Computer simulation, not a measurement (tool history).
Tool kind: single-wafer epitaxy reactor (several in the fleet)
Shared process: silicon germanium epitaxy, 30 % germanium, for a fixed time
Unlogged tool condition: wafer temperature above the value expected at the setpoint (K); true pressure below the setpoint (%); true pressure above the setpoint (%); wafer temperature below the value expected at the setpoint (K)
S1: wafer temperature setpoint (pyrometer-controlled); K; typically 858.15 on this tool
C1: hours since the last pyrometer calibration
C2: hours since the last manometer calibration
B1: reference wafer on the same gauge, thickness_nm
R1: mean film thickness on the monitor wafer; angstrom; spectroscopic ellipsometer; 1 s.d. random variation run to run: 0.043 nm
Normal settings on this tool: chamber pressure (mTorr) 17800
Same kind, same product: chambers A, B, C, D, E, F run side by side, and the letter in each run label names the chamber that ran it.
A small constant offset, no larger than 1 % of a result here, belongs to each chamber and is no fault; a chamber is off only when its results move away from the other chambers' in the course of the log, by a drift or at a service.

Run 1B, hour 7.9: usual settings; C1 316.7; C2 426.8; B1 41.982. Result: R1 427.84 angstrom.
Run 2C, hour 18.4: usual settings; C1 431.5; C2 867.9; B1 41.994. Result: R1 425.91 angstrom.
Run 3D, hour 28.7: usual settings; C1 1121.8; C2 290.6; B1 41.980. Result: R1 422.46 angstrom.
Run 4F, hour 38.3: usual settings; C1 1432.0; C2 609.3; B1 41.985. Result: R1 423.64 angstrom.
Run 5E, hour 48.7: usual settings but chamber pressure (mTorr) 19400; C1 1049.5; C2 1777.9; B1 41.965. Result: R1 439.53 angstrom.
Run 6A, hour 58.4: usual settings but chamber pressure (mTorr) 19400; C1 385.3; C2 1740.5; B1 41.965. Result: R1 440.63 angstrom.
Run 7F, hour 67.6: usual settings but chamber pressure (mTorr) 19400; C1 1461.3; C2 638.6; B1 41.963. Result: R1 438.95 angstrom.
Run 8D, hour 74.8: usual settings but chamber pressure (mTorr) 19400; C1 1167.9; C2 336.7; B1 41.959. Result: R1 437.16 angstrom.
Run 9E, hour 81.2: usual settings but chamber pressure (mTorr) 19400; C1 1082.0; C2 1810.4; B1 41.961. Result: R1 439.55 angstrom.
Run 10B, hour 91.4: usual settings but chamber pressure (mTorr) 19400; C1 400.2; C2 510.3; B1 41.948. Result: R1 442.94 angstrom.
Run 11C, hour 98.8: usual settings; C1 511.9; C2 948.3; B1 41.947. Result: R1 426.26 angstrom.
Run 12A, hour 107.2: usual settings; C1 434.1; C2 1789.3; B1 41.936. Result: R1 426.01 angstrom.
Run 13D, hour 116.3: usual settings; C1 1209.4; C2 378.2; B1 41.932. Result: R1 422.34 angstrom.
Run 14E, hour 122.4: usual settings; C1 1123.2; C2 1851.6; B1 41.942. Result: R1 425.51 angstrom.
Run 15B, hour 131.9: usual settings; C1 440.7; C2 550.8; B1 41.926. Result: R1 426.88 angstrom.
Run 16C, hour 138.2: usual settings; C1 551.3; C2 987.7; B1 41.926. Result: R1 424.13 angstrom.
Run 17F, hour 147.1: usual settings; C1 1540.8; C2 718.1; B1 41.925. Result: R1 423.06 angstrom.
Run 18A, hour 156.1: usual settings; C1 483.0; C2 1838.2; B1 41.909. Result: R1 424.94 angstrom.
Run 19E, hour 163.0: usual settings; C1 1163.8; C2 1892.2; B1 41.915. Result: R1 424.40 angstrom.
Run 20C, hour 169.0: usual settings; C1 582.1; C2 1018.5; B1 41.904. Result: R1 424.75 angstrom.
Run 21A, hour 174.4: usual settings but S1 850.15 K, chamber pressure (mTorr) 13500; C1 501.3; C2 1856.5; B1 41.911. Result: R1 326.85 angstrom.
Run 22D, hour 184.4: usual settings but S1 850.15 K, chamber pressure (mTorr) 13500; C1 1277.5; C2 446.3; B1 41.916. Result: R1 325.33 angstrom.
Run 23B, hour 191.6: usual settings but S1 850.15 K, chamber pressure (mTorr) 13500; C1 500.4; C2 610.5; B1 41.895. Result: R1 326.59 angstrom.
Run 24F, hour 198.2: usual settings but S1 850.15 K, chamber pressure (mTorr) 13500; C1 1591.9; C2 769.2; B1 41.908. Result: R1 324.78 angstrom.
Run 25A, hour 204.1: usual settings but S1 850.15 K, chamber pressure (mTorr) 13500; C1 531.0; C2 1886.2; B1 41.899. Result: R1 326.39 angstrom.
Run 26D, hour 212.9: usual settings but S1 850.15 K, chamber pressure (mTorr) 13500; C1 1306.0; C2 474.8; B1 41.892. Result: R1 325.37 angstrom.
Run 27C, hour 218.2: usual settings; C1 631.3; C2 1067.7; B1 41.880. Result: R1 424.81 angstrom.
Run 28E, hour 224.5: usual settings but S1 872.15 K, chamber pressure (mTorr) 20400; C1 1225.3; C2 1953.7; B1 41.883. Result: R1 582.89 angstrom.
At hour 228.1: chamber E: pyrometer calibrated.
At hour 229.2: chamber A: capacitance manometer re-zeroed and calibrated.
Run 29F, hour 231.8: usual settings but S1 872.15 K, chamber pressure (mTorr) 20400; C1 1625.5; C2 802.8; B1 41.881. Result: R1 577.83 angstrom.
Run 30B, hour 239.9: usual settings but S1 872.15 K, chamber pressure (mTorr) 20400; C1 548.7; C2 658.8; B1 41.875. Result: R1 587.12 angstrom.
Run 31E, hour 249.1: usual settings but S1 872.15 K, chamber pressure (mTorr) 20400; C1 21.0; C2 1978.3; B1 41.866. Result: R1 581.72 angstrom.
Run 32D, hour 257.6: usual settings but S1 872.15 K, chamber pressure (mTorr) 20400; C1 1350.7; C2 519.5; B1 41.872. Result: R1 575.50 angstrom.
Run 33F, hour 263.0: usual settings but S1 872.15 K, chamber pressure (mTorr) 20400; C1 1656.7; C2 834.0; B1 41.858. Result: R1 578.19 angstrom.
Run 34C, hour 269.0: usual settings; C1 682.1; C2 1118.5; B1 41.850. Result: R1 425.26 angstrom.
Run 35A, hour 276.9: usual settings; C1 603.8; C2 47.7; B1 41.848. Result: R1 423.52 angstrom.
Run 36B, hour 286.3: usual settings; C1 595.1; C2 705.2; B1 41.852. Result: R1 425.95 angstrom.
Run 37E, hour 292.3: usual settings but chamber pressure (mTorr) 14200; C1 64.2; C2 2021.5; B1 41.844. Result: R1 388.01 angstrom.
Run 38D, hour 300.6: usual settings but chamber pressure (mTorr) 14200; C1 1393.7; C2 562.5; B1 41.837. Result: R1 384.86 angstrom.
Run 39F, hour 306.8: usual settings but chamber pressure (mTorr) 14200; C1 1700.5; C2 877.8; B1 41.838. Result: R1 385.43 angstrom.
Run 40C, hour 313.0: usual settings but chamber pressure (mTorr) 14200; C1 726.1; C2 1162.5; B1 41.834. Result: R1 387.49 angstrom.
Run 41A, hour 324.0: usual settings but chamber pressure (mTorr) 14200; C1 650.9; C2 94.8; B1 41.823. Result: R1 386.86 angstrom.
Run 42B, hour 329.2: usual settings but chamber pressure (mTorr) 14200; C1 638.0; C2 748.1; B1 41.844. Result: R1 388.59 angstrom.

Which is it: a chamber that has drifted or been left off by a service, a gauge drift common to all chambers, or only each chamber's usual small offset? If a chamber is off, name it and its likeliest cause.

The gauge drifts, so all chambers seem to drift together. No chamber is off.
Cause: gauge reads low (%) = 0.417.
